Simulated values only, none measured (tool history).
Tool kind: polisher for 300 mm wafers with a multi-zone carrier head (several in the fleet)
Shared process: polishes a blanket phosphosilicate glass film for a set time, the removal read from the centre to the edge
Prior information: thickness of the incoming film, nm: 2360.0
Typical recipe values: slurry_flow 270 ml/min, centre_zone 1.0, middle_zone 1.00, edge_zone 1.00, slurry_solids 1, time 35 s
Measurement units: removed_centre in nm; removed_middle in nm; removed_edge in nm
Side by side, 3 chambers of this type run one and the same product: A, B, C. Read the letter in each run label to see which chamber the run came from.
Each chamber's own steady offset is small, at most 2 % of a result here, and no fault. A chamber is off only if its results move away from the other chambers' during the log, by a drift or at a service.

| run | hour | slurry_flow | centre_zone | middle_zone | edge_zone | slurry_solids | time | wafers polished on this pad | hours since the slurry nozzle was cleaned | hours since the centre zone pressure was calibrated | hours since the edge zone pressure was calibrated | removed_centre | removed_middle | removed_edge |
|---|---|---|---|---|---|---|---|---|---|---|---|---|---|---|
| 1B | 9.1 | 270 | 1.0 | 1.00 | 1.00 | 1 | 35 | 577 | 533.5 | 766.2 | 618.7 | 206.77 | 210.16 | 206.41 |
|  | 11.2 | chamber C: worn pad replaced by a new one |
|  | 13.3 | chamber A: worn pad replaced by a new one |
| 2C | 18.2 | 270 | 1.0 | 1.00 | 1.00 | 1 | 35 | 77 | 75.4 | 453.2 | 524.1 | 206.97 | 206.73 | 208.90 |
|  | 21.2 | chamber B: worn pad replaced by a new one |
| 3A | 28.7 | 270 | 1.0 | 1.00 | 1.00 | 1 | 35 | 169 | 300.6 | 309.8 | 474.7 | 209.99 | 207.87 | 203.86 |
| 4C | 39.3 | 270 | 1.0 | 1.00 | 1.00 | 1 | 35 | 309 | 96.5 | 474.3 | 545.2 | 210.73 | 206.78 | 210.42 |
| 5B | 51.2 | 270 | 0.9 | 1.00 | 0.94 | 1 | 35 | 329 | 575.6 | 808.3 | 660.8 | 187.24 | 208.34 | 201.76 |
| 6A | 62.2 | 270 | 0.9 | 1.00 | 0.94 | 1 | 35 | 537 | 334.1 | 343.3 | 508.2 | 186.19 | 209.14 | 203.05 |
| 7A | 73.2 | 270 | 0.9 | 1.00 | 0.94 | 1 | 35 | 658 | 345.1 | 354.3 | 519.2 | 185.00 | 204.88 | 200.83 |
|  | 76.6 | chamber B: edge zone pressure recalibrated |
| 8C | 85.1 | 270 | 1.0 | 1.00 | 1.00 | 1 | 35 | 811 | 142.3 | 520.1 | 591.0 | 213.38 | 206.07 | 203.79 |
| 9B | 93.8 | 270 | 1.0 | 1.00 | 1.00 | 1 | 35 | 796 | 618.2 | 850.9 | 17.2 | 206.54 | 207.10 | 208.60 |
|  | 97.9 | chamber A: worn pad replaced by a new one |
|  | 98.3 | chamber B: worn pad replaced by a new one |
| 10B | 99.5 | 270 | 1.0 | 1.00 | 1.00 | 1 | 35 | 13 | 623.9 | 856.6 | 22.9 | 206.78 | 209.04 | 209.97 |
|  | 106.0 | chamber A: edge zone pressure recalibrated |
| 11C | 107.3 | 270 | 1.0 | 1.00 | 1.00 | 1 | 35 | 1055 | 164.5 | 542.3 | 613.2 | 210.71 | 206.04 | 209.90 |
| 12A | 119.0 | 270 | 1.0 | 1.00 | 1.00 | 1 | 35 | 231 | 390.9 | 400.1 | 13.1 | 208.51 | 206.84 | 205.61 |
|  | 125.1 | chamber C: centre zone pressure recalibrated |
| 13A | 130.4 | 270 | 1.0 | 1.00 | 1.00 | 1 | 35 | 356 | 402.3 | 411.5 | 24.5 | 208.35 | 202.44 | 206.92 |
|  | 134.1 | chamber C: worn pad replaced by a new one |
|  | 134.2 | chamber B: centre zone pressure recalibrated |
| 14B | 143.4 | 270 | 1.0 | 1.00 | 1.00 | 1 | 35 | 495 | 667.8 | 9.3 | 66.8 | 210.91 | 201.51 | 212.39 |
| 15C | 154.7 | 270 | 1.0 | 1.00 | 1.00 | 1 | 35 | 226 | 211.9 | 29.7 | 660.6 | 209.20 | 211.16 | 208.24 |
| 16C | 160.4 | 270 | 1.0 | 1.00 | 1.00 | 1 | 35 | 289 | 217.6 | 35.4 | 666.3 | 210.38 | 209.24 | 204.31 |
|  | 161.6 | chamber B: worn pad replaced by a new one |
|  | 166.3 | chamber A: worn pad replaced by a new one |
| 17A | 170.1 | 270 | 1.0 | 1.00 | 1.00 | 1 | 35 | 41 | 442.0 | 451.2 | 64.2 | 210.15 | 209.24 | 207.00 |
| 18B | 176.9 | 270 | 1.0 | 1.00 | 1.00 | 1 | 35 | 168 | 701.3 | 42.8 | 100.3 | 208.08 | 205.40 | 211.08 |
| 19C | 184.3 | 270 | 1.0 | 1.00 | 1.00 | 1 | 25 | 551 | 241.5 | 59.3 | 690.2 | 149.35 | 149.70 | 149.05 |
| 20A | 194.9 | 270 | 1.0 | 1.00 | 1.00 | 1 | 25 | 313 | 466.8 | 476.0 | 89.0 | 148.22 | 149.31 | 147.84 |
|  | 200.8 | chamber A: slurry nozzle cleaned |
| 21B | 201.7 | 270 | 1.0 | 1.00 | 1.00 | 1 | 25 | 440 | 726.1 | 67.6 | 125.1 | 148.19 | 148.01 | 148.54 |
| 22A | 213.8 | 270 | 1.0 | 1.00 | 1.00 | 1 | 35 | 521 | 13.0 | 494.9 | 107.9 | 209.24 | 209.59 | 204.31 |
|  | 223.5 | chamber B: worn pad replaced by a new one |
| 23B | 225.6 | 270 | 1.0 | 1.00 | 1.00 | 1 | 35 | 23 | 750.0 | 91.5 | 149.0 | 207.39 | 207.84 | 211.94 |
| 24C | 231.6 | 270 | 1.0 | 1.00 | 1.00 | 1 | 35 | 1070 | 288.8 | 106.6 | 737.5 | 208.79 | 205.17 | 209.12 |
|  | 232.8 | chamber A: worn pad replaced by a new one |
| 25C | 241.3 | 270 | 1.0 | 1.00 | 1.00 | 1 | 35 | 1176 | 298.5 | 116.3 | 747.2 | 208.52 | 206.68 | 207.40 |
| 26B | 250.3 | 240 | 1.0 | 0.93 | 1.00 | 1 | 35 | 294 | 774.7 | 116.2 | 173.7 | 204.38 | 191.92 | 207.68 |
|  | 255.4 | chamber C: worn pad replaced by a new one |
| 27A | 262.2 | 240 | 1.0 | 0.93 | 1.00 | 1 | 35 | 323 | 61.4 | 543.3 | 156.3 | 203.77 | 191.62 | 201.89 |
| 28A | 268.9 | 240 | 1.0 | 0.93 | 1.00 | 1 | 35 | 396 | 68.1 | 550.0 | 163.0 | 206.33 | 193.80 | 204.65 |
|  | 276.7 | chamber B: slurry nozzle cleaned |
| 29C | 279.5 | 270 | 1.0 | 1.00 | 1.00 | 1 | 35 | 265 | 336.7 | 154.5 | 785.4 | 211.80 | 204.34 | 202.25 |
| 30B | 291.6 | 270 | 1.0 | 1.00 | 1.00 | 1 | 35 | 748 | 15.0 | 157.5 | 215.0 | 208.61 | 209.74 | 210.11 |
|  | 295.7 | chamber B: worn pad replaced by a new one |
| 31A | 304.2 | 270 | 1.0 | 1.00 | 1.00 | 1 | 35 | 784 | 103.4 | 585.3 | 198.3 | 208.89 | 208.49 | 205.19 |
| 32B | 316.0 | 270 | 1.0 | 1.00 | 1.00 | 1 | 35 | 223 | 39.4 | 181.9 | 239.4 | 207.37 | 207.56 | 213.04 |

One chamber off, gauge drift, or nothing amiss beyond the chambers' own small offsets? If it is a chamber, which one, and what is the likeliest cause?

Nothing is wrong: each chamber keeps only its own small, steady offset and the gauge holds still.
